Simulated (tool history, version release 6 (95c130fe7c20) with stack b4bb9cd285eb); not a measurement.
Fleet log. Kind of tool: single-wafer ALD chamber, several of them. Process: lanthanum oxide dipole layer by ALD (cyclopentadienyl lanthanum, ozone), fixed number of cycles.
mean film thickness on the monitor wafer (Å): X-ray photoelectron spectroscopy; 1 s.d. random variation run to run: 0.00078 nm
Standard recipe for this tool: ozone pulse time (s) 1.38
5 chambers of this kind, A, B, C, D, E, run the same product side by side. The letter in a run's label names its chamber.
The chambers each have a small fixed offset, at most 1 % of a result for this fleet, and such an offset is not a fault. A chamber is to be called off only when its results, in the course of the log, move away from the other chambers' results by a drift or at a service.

run,hour,ozone pulse time (s),hours since the last thermocouple change,hours since the last ozone generator service,"read-back reference wafer on the same gauge, thickness_nm",mean film thickness on the monitor wafer (Å)
1C,9.3,1.38,948.3,533.5,0.57837,5.411
2B,20.7,1.38,147.3,552.2,0.57802,5.4137
3D,30.8,1.38,892,315.8,0.57828,5.4345
4E,43.1,1.38,72.7,492.6,0.57834,5.39
5A,55.1,1.76,343.6,1537.1,0.57827,5.6804
6A,66.8,1.76,355.3,1548.8,0.57853,5.6687
7B,74.2,1.76,200.8,605.7,0.57858,5.5986
8D,82,1.76,943.2,367,0.57888,5.6352
9E,89.4,1.76,119,538.9,0.57877,5.5954
10C,100.9,1.38,1039.9,625.1,0.57876,5.4333
11B,115.3,1.38,241.9,646.8,0.5789,5.4172
12E,130.7,1.38,160.3,580.2,0.57905,5.4006
13A,138.7,1.38,427.2,1620.7,0.57932,5.4629
14C,149.3,1.38,1088.3,673.5,0.57925,5.4248
# hour 158.8: chamber A: ozone generator serviced
15D,159.1,1.38,1020.3,444.1,0.57909,5.4395
16C,171.9,1.38,1110.9,696.1,0.57964,5.4342
17D,182.5,1.16,1043.7,467.5,0.57941,5.2468
18E,196.4,1.16,226,645.9,0.57978,5.2126
19B,209.8,1.16,336.4,741.3,0.57965,5.2207
20A,222.8,1.16,511.3,64.1,0.57989,5.2825
21A,237.3,1.16,525.8,78.6,0.57995,5.2706
22B,250.4,1.38,377,781.9,0.58,5.4132
23E,265.8,1.38,295.4,715.3,0.58047,5.4277
24D,278.9,1.38,1140.1,563.9,0.58028,5.4553
25C,288.3,1.38,1227.3,812.5,0.5807,5.4359
26A,297.3,1.38,585.8,138.6,0.58031,5.497
27B,311.6,1.38,438.2,843.1,0.58077,5.4265
28C,321.3,1.38,1260.3,845.5,0.58077,5.4499
29D,330.8,1.38,1192,615.8,0.58058,5.4623
30E,344.9,1.38,374.5,794.4,0.58075,5.41
31B,355.9,1.38,482.5,887.4,0.58089,5.431
32E,369.1,1.38,398.7,818.6,0.58111,5.4224
33C,382.9,1.87,1321.9,907.1,0.58127,5.6834
34D,396.7,1.87,1257.9,681.7,0.58145,5.6915

What goes on in this fleet: one chamber off, a drifting gauge, or nothing beyond the chambers' own small offsets? Name the chamber and the cause, if any.

No chamber is off; the gauge reading every chamber's wafers drifts, which makes the whole fleet appear to move together.
Most likely cause: gauge reads high (%) = 0.591.
